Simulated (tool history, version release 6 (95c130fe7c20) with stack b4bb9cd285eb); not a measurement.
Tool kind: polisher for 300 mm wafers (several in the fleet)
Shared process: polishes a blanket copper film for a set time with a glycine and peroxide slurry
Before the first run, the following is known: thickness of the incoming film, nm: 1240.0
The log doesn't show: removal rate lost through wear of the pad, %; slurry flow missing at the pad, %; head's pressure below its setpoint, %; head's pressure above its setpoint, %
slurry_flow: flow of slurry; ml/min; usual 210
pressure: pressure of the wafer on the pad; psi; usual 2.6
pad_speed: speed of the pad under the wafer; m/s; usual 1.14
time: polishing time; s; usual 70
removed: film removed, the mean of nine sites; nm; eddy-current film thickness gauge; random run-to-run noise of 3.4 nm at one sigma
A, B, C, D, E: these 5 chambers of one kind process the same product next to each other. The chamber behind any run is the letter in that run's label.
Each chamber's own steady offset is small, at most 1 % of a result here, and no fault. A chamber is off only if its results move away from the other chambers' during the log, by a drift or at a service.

run,hour,slurry_flow,pressure,pad_speed,time,wafers polished on this pad,hours since the slurry nozzle was cleaned,hours since the head pressure was calibrated,removed
1C,4.2,210,2.6,1.14,70,808,139.2,579.6,336.5
2A,11.4,210,2.6,1.14,70,914,240.1,424.5,334.63
3D,18.2,210,2.6,1.14,70,781,679.8,109.6,331.93
4E,25.2,210,2.6,1.14,70,905,467.2,371.4,333.86
# hour 29.3: chamber D: worn pad replaced by a new one
5B,32.3,210,2.6,1.14,70,814,622.7,836.4,336.91
6C,37.3,210,2.6,1.14,70,1076,172.3,612.7,332.33
# hour 39.4: chamber C: worn pad replaced by a new one
7E,41,210,2.6,1.14,70,1032,483,387.2,337.05
# hour 46.1: chamber B: worn pad replaced by a new one
8D,48,210,2.6,1.14,70,151,709.6,139.4,333.19
9A,53.7,210,2.6,1.14,70,1255,282.4,466.8,335.1
# hour 58.7: chamber A: worn pad replaced by a new one
10B,60.8,210,2.6,1.14,70,118,651.2,864.9,340.56
# hour 65.1: chamber E: worn pad replaced by a new one
11C,68.1,210,2.6,1.14,70,231,203.1,643.5,337.65
12D,72,210,2.6,1.14,70,344,733.6,163.4,330.4
13E,77.2,210,2.6,1.14,70,97,519.2,423.4,331.33
14B,82.5,210,2.6,1.14,70,293,672.9,886.6,338.76
15A,90.1,210,2.6,1.14,70,253,318.8,503.2,327.94
16C,93.7,210,2.6,1.14,70,438,228.7,669.1,336.93
17E,99.2,210,2.6,1.14,70,275,541.2,445.4,336
18B,106.8,210,2.6,1.14,70,490,697.2,910.9,336.28
19A,112.1,210,2.6,1.14,70,431,340.8,525.2,322.01
20D,117.2,210,2.6,1.14,70,709,778.8,208.6,337.23
21B,123.7,210,2.6,0.76,70,626,714.1,927.8,239.33
22E,128.5,210,2.6,0.76,70,511,570.5,474.7,239.5
23C,135.9,210,2.6,0.76,70,779,270.9,711.3,240.28
# hour 138.3: chamber D: slurry nozzle cleaned
# hour 139.2: chamber D: worn pad replaced by a new one
24A,139.5,210,2.6,0.76,70,652,368.2,552.6,231.37
25D,143.2,210,2.6,0.76,70,32,4.9,234.6,243.5
26D,148.8,210,2.6,1.28,58,77,10.5,240.2,306.94
27A,155.1,210,2.6,1.28,58,778,383.8,568.2,292.66
28B,162.1,210,2.6,1.28,58,936,752.5,966.2,312.48
29C,166.5,210,2.6,1.28,58,1026,301.5,741.9,304.42
# hour 167.3: chamber C: slurry nozzle cleaned
# hour 168.9: chamber B: worn pad replaced by a new one
30E,172.3,210,2.6,1.28,58,865,614.3,518.5,308.14
# hour 174: chamber C: worn pad replaced by a new one
31C,178,210,2.6,1.14,70,32,10.8,753.4,331.94
32D,181.4,210,2.6,1.14,70,341,43.1,272.8,338.54
33B,188.4,210,2.6,1.14,70,157,778.8,992.5,335.82
34E,195.6,210,2.6,1.14,70,1053,637.6,541.8,334.17
35A,199.8,210,2.6,1.14,70,1139,428.5,612.9,314.94
36A,203.7,210,2.6,1.14,70,1170,432.4,616.8,317.12
37B,211,210,2.6,1.14,70,339,801.4,1015.1,338.82
38C,215.2,210,2.6,1.14,70,333,48,790.6,337.21
39D,219.2,210,2.6,1.14,70,646,80.9,310.6,332.04
40E,226.5,210,2.6,1.14,70,1303,668.5,572.7,333.19
41E,233.1,210,2.6,1.14,70,1356,675.1,579.3,334.14

For the next run the whole fleet of 5 chambers uses the same settings. Give each chamber's results:
42A,238.7,210,2.6,1.14,70,,,,?
42B,238.7,210,2.6,1.14,70,,,,?
42C,238.7,210,2.6,1.14,70,,,,?
42D,238.7,210,2.6,1.14,70,,,,?
42E,238.7,210,2.6,1.14,70,,,,?

run,removed
42A,314.89
42B,337.11
42C,336.27
42D,342.03
42E,326.02
